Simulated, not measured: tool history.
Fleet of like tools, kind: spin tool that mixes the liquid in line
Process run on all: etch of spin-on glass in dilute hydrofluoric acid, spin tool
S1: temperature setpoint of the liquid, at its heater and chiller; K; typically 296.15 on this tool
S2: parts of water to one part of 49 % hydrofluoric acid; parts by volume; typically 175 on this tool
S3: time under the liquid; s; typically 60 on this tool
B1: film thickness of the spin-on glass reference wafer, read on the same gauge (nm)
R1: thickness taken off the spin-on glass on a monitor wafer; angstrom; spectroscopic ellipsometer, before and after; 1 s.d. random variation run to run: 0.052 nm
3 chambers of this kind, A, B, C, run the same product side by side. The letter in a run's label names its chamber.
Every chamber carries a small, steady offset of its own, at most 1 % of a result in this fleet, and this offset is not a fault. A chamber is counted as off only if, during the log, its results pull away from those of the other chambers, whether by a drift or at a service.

{"run": "1B", "day": 0.275, "S1": 296.15, "S2": 175, "S3": 60, "B1": 110.01, "R1": 79.352}
{"run": "2A", "day": 0.571, "S1": 296.15, "S2": 175, "S3": 60, "B1": 110.01, "R1": 78.405}
{"run": "3C", "day": 0.804, "S1": 296.15, "S2": 175, "S3": 60, "B1": 109.99, "R1": 80.156}
{"run": "4A", "day": 1.021, "S1": 296.15, "S2": 175, "S3": 60, "B1": 109.99, "R1": 79.883}
{"run": "5B", "day": 1.175, "S1": 296.15, "S2": 175, "S3": 60, "B1": 110, "R1": 78.968}
{"run": "6C", "day": 1.333, "S1": 296.15, "S2": 175, "S3": 60, "B1": 110, "R1": 79.235}
{"run": "7A", "day": 1.496, "S1": 296.15, "S2": 175, "S3": 60, "B1": 110, "R1": 78.634}
{"run": "8B", "day": 1.692, "S1": 296.15, "S2": 175, "S3": 60, "B1": 109.99, "R1": 78.525}
{"run": "9C", "day": 1.867, "S1": 296.15, "S2": 175, "S3": 60, "B1": 110.01, "R1": 79.573}
{"run": "10B", "day": 2.033, "S1": 296.15, "S2": 175, "S3": 60, "B1": 110.01, "R1": 79.267}
{"run": "11A", "day": 2.2, "S1": 296.15, "S2": 175, "S3": 60, "B1": 110, "R1": 79.882}
{"run": "12C", "day": 2.454, "S1": 296.15, "S2": 175, "S3": 60, "B1": 109.98, "R1": 79.115}
{"run": "13C", "day": 2.621, "S1": 296.15, "S2": 175, "S3": 60, "B1": 109.99, "R1": 80.305}
{"run": "14B", "day": 2.833, "S1": 296.15, "S2": 175, "S3": 60, "B1": 110, "R1": 78.623}
{"run": "15A", "day": 3.092, "S1": 296.15, "S2": 175, "S3": 60, "B1": 110, "R1": 79.354}
{"run": "16A", "day": 3.367, "S1": 293.65, "S2": 175, "S3": 45, "B1": 110, "R1": 54.298}
{"run": "17C", "day": 3.567, "S1": 293.65, "S2": 175, "S3": 45, "B1": 110.01, "R1": 54.56}
{"run": "18B", "day": 3.738, "S1": 293.65, "S2": 175, "S3": 45, "B1": 110.02, "R1": 53.768}
{"run": "19C", "day": 3.917, "S1": 296.15, "S2": 175, "S3": 60, "B1": 110.01, "R1": 79.287}
{"run": "20B", "day": 4.208, "S1": 296.15, "S2": 175, "S3": 60, "B1": 109.98, "R1": 78.694}
{"run": "21A", "day": 4.475, "S1": 296.15, "S2": 175, "S3": 60, "B1": 109.99, "R1": 81.379}
{"run": "22C", "day": 4.683, "S1": 296.15, "S2": 175, "S3": 60, "B1": 110.01, "R1": 79.166}
{"run": "23B", "day": 4.858, "S1": 294.15, "S2": 225, "S3": 60, "B1": 110.01, "R1": 54.284}
{"run": "24A", "day": 5.129, "S1": 294.15, "S2": 225, "S3": 60, "B1": 110.02, "R1": 55.687}
{"run": "25A", "day": 5.317, "S1": 294.15, "S2": 225, "S3": 60, "B1": 110, "R1": 57.01}
{"run": "26B", "day": 5.629, "S1": 296.15, "S2": 205, "S3": 60, "B1": 110.01, "R1": 65.397}
{"run": "27C", "day": 5.808, "S1": 296.15, "S2": 205, "S3": 60, "B1": 110, "R1": 65.316}
{"run": "28B", "day": 6.108, "S1": 296.15, "S2": 205, "S3": 60, "B1": 109.99, "R1": 66.362}
{"run": "29A", "day": 6.375, "S1": 296.15, "S2": 175, "S3": 60, "B1": 109.99, "R1": 83.621}
{"run": "30C", "day": 6.533, "S1": 296.15, "S2": 175, "S3": 60, "B1": 110, "R1": 80.172}
{"run": "31C", "day": 6.775, "S1": 296.15, "S2": 175, "S3": 60, "B1": 109.98, "R1": 79.966}
{"run": "32B", "day": 7.062, "S1": 296.15, "S2": 175, "S3": 60, "B1": 110.01, "R1": 79.762}
{"day": 7.162, "done": "chamber C: thermometer replaced"}
{"run": "33A", "day": 7.312, "S1": 296.15, "S2": 175, "S3": 60, "B1": 110, "R1": 84.762}
{"run": "34A", "day": 7.579, "S1": 296.15, "S2": 175, "S3": 60, "B1": 110.02, "R1": 86.033}
{"run": "35B", "day": 7.762, "S1": 296.15, "S2": 175, "S3": 60, "B1": 109.99, "R1": 80.395}
{"run": "36C", "day": 7.988, "S1": 296.15, "S2": 175, "S3": 60, "B1": 110.01, "R1": 80.827}
{"run": "37C", "day": 8.175, "S1": 296.15, "S2": 175, "S3": 60, "B1": 110.01, "R1": 79.755}
{"run": "38A", "day": 8.379, "S1": 296.15, "S2": 175, "S3": 60, "B1": 110, "R1": 85.988}
{"run": "39B", "day": 8.542, "S1": 296.15, "S2": 175, "S3": 60, "B1": 110.01, "R1": 79.359}
{"run": "40B", "day": 8.788, "S1": 296.15, "S2": 260, "S3": 60, "B1": 110.01, "R1": 48.902}
{"run": "41C", "day": 9.071, "S1": 296.15, "S2": 260, "S3": 60, "B1": 109.99, "R1": 48.367}

Next, all 3 chambers run the settings below, one line each with question marks for the results. What does each chamber give?
{"run": "42A", "day": 9.304, "S1": 296.15, "S2": 235, "S3": 60, "R1": "?"}
{"run": "42B", "day": 9.304, "S1": 296.15, "S2": 235, "S3": 60, "R1": "?"}
{"run": "42C", "day": 9.304, "S1": 296.15, "S2": 235, "S3": 60, "R1": "?"}

run=42A R1=60.561
run=42B R1=55.418
run=42C R1=55.655
